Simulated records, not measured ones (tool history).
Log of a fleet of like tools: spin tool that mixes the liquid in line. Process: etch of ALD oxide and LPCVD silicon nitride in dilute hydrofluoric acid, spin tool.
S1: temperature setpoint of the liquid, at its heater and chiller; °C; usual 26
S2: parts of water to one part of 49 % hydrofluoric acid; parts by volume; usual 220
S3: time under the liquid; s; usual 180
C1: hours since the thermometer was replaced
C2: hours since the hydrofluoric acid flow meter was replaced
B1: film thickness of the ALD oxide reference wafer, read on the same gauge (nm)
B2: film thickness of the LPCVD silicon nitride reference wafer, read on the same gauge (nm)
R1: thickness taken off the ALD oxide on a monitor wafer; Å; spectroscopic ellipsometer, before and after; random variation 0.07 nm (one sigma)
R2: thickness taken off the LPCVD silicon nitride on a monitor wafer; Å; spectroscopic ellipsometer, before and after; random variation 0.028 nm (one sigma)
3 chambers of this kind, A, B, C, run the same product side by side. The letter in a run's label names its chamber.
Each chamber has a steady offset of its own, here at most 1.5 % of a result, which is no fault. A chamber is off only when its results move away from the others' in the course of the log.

run 1C hour=14 | S1=26 S2=220 S3=180 | C1=886.1 C2=381.5 | B1=40.006 B2=80.034 | R1=135.1 R2=3.7861
run 2A hour=27.6 | S1=26 S2=220 S3=180 | C1=294.3 C2=793.7 | B1=39.979 B2=80.007 | R1=132.15 R2=4.0198
run 3B hour=42.2 | S1=26 S2=220 S3=180 | C1=417 C2=485.7 | B1=39.972 B2=79.955 | R1=131.38 R2=3.9028
run 4B hour=51.7 | S1=26 S2=220 S3=180 | C1=426.5 C2=495.2 | B1=39.991 B2=79.935 | R1=132.64 R2=4.1867
-- hour=57.1 chamber B: hydrofluoric acid flow meter replaced
run 5A hour=65.7 | S1=26 S2=220 S3=180 | C1=332.4 C2=831.8 | B1=40.01 B2=79.994 | R1=131.17 R2=4.357
run 6C hour=79 | S1=26 S2=150 S3=180 | C1=951.1 C2=446.5 | B1=39.999 B2=80.05 | R1=211.43 R2=5.4901
run 7B hour=88.2 | S1=26 S2=150 S3=180 | C1=463 C2=31.2 | B1=39.995 B2=80.018 | R1=212.56 R2=5.9501
run 8A hour=103.6 | S1=26 S2=150 S3=180 | C1=370.3 C2=869.7 | B1=39.988 B2=80.002 | R1=210 R2=6.0027
run 9C hour=113.7 | S1=26 S2=220 S3=180 | C1=985.8 C2=481.2 | B1=40.049 B2=79.976 | R1=133.38 R2=3.9248
run 10A hour=127 | S1=26 S2=220 S3=180 | C1=393.7 C2=893.1 | B1=40.026 B2=79.995 | R1=131.42 R2=3.9431
run 11B hour=139.7 | S1=26 S2=220 S3=180 | C1=514.5 C2=82.7 | B1=40.004 B2=80.044 | R1=131.64 R2=4.2643
-- hour=145.5 chamber C: thermometer replaced
run 12C hour=149.3 | S1=26 S2=220 S3=180 | C1=3.9 C2=516.8 | B1=40.002 B2=79.972 | R1=134.38 R2=4.5537
run 13B hour=160.1 | S1=26 S2=220 S3=180 | C1=534.9 C2=103.1 | B1=39.996 B2=79.962 | R1=132.73 R2=4.12
run 14C hour=175.1 | S1=26 S2=220 S3=180 | C1=29.7 C2=542.6 | B1=39.962 B2=80.005 | R1=134.57 R2=4.1354
run 15A hour=189.6 | S1=26 S2=220 S3=180 | C1=456.3 C2=955.7 | B1=39.983 B2=79.99 | R1=132.16 R2=3.8961
run 16C hour=198.5 | S1=26 S2=220 S3=180 | C1=53.1 C2=566 | B1=39.987 B2=79.978 | R1=134.65 R2=3.5101
run 17B hour=210.9 | S1=26 S2=300 S3=110 | C1=585.7 C2=153.9 | B1=40.005 B2=79.999 | R1=54.336 R2=1.7978
run 18A hour=222.8 | S1=26 S2=300 S3=110 | C1=489.5 C2=988.9 | B1=39.993 B2=80.008 | R1=54 R2=1.9763
run 19C hour=236.6 | S1=26 S2=300 S3=110 | C1=91.2 C2=604.1 | B1=40.023 B2=80.038 | R1=55.164 R2=1.847
run 20B hour=246.3 | S1=26 S2=220 S3=180 | C1=621.1 C2=189.3 | B1=40.001 B2=79.97 | R1=133.32 R2=3.9323
run 21A hour=261.3 | S1=29.5 S2=220 S3=80 | C1=528 C2=1027.4 | B1=40.019 B2=80.011 | R1=65.682 R2=2.2339
run 22A hour=277.2 | S1=29.5 S2=220 S3=80 | C1=543.9 C2=1043.3 | B1=40.041 B2=79.956 | R1=66.56 R2=2.2825
run 23C hour=291.7 | S1=29.5 S2=220 S3=80 | C1=146.3 C2=659.2 | B1=39.999 B2=79.986 | R1=66.872 R2=2.066
run 24B hour=300.7 | S1=26 S2=220 S3=180 | C1=675.5 C2=243.7 | B1=39.984 B2=80.001 | R1=133.28 R2=4.1126
run 25C hour=310.9 | S1=26 S2=220 S3=180 | C1=165.5 C2=678.4 | B1=40.009 B2=80.005 | R1=134.69 R2=3.4131
-- hour=317.1 chamber A: thermometer replaced
run 26B hour=319.9 | S1=26 S2=220 S3=180 | C1=694.7 C2=262.9 | B1=39.99 B2=80.025 | R1=131.99 R2=4.0446
run 27A hour=331.7 | S1=26 S2=220 S3=180 | C1=14.7 C2=1097.8 | B1=40.033 B2=79.977 | R1=133.14 R2=4.3481
run 28B hour=339.4 | S1=26 S2=220 S3=180 | C1=714.2 C2=282.4 | B1=39.99 B2=79.955 | R1=132.96 R2=4.1381
run 29C hour=347.3 | S1=26 S2=255 S3=180 | C1=201.9 C2=714.8 | B1=39.981 B2=80.025 | R1=111.57 R2=3.8545
run 30A hour=362.2 | S1=26 S2=255 S3=180 | C1=45.2 C2=1128.3 | B1=39.964 B2=79.978 | R1=109.82 R2=3.4903
run 31C hour=377.3 | S1=26 S2=255 S3=180 | C1=231.9 C2=744.8 | B1=40.002 B2=79.993 | R1=111.18 R2=3.6911
run 32B hour=388.4 | S1=26 S2=220 S3=180 | C1=763.2 C2=331.4 | B1=39.984 B2=79.987 | R1=132.82 R2=4.6305
run 33A hour=400.7 | S1=26 S2=220 S3=180 | C1=83.7 C2=1166.8 | B1=40 B2=79.961 | R1=130.77 R2=4.1307
run 34A hour=415.6 | S1=26 S2=220 S3=180 | C1=98.6 C2=1181.7 | B1=40.002 B2=80.02 | R1=132.01 R2=3.8032
run 35C hour=423.1 | S1=26 S2=220 S3=180 | C1=277.7 C2=790.6 | B1=39.968 B2=80.024 | R1=134.41 R2=4.1631
run 36B hour=434.7 | S1=26 S2=220 S3=225 | C1=809.5 C2=377.7 | B1=39.997 B2=80 | R1=164.76 R2=4.9055
run 37B hour=443.9 | S1=26 S2=220 S3=225 | C1=818.7 C2=386.9 | B1=40 B2=79.97 | R1=166.38 R2=5.3253
run 38A hour=454.4 | S1=26 S2=220 S3=225 | C1=137.4 C2=1220.5 | B1=40.024 B2=80.003 | R1=163.33 R2=5.1114
run 39C hour=463.2 | S1=26 S2=220 S3=250 | C1=317.8 C2=830.7 | B1=40.001 B2=80.008 | R1=187.41 R2=5.4804

Next, every chamber runs the same settings. What will each give?
run 40A hour=474.8 | S1=30 S2=220 S3=180 | R1=? R2=?
run 40B hour=474.8 | S1=30 S2=220 S3=180 | R1=? R2=?
run 40C hour=474.8 | S1=30 S2=220 S3=180 | R1=? R2=?

run=40A R1=151.78 R2=5.1845
run=40B R1=152.9 R2=5.1843
run=40C R1=154.08 R2=5.263
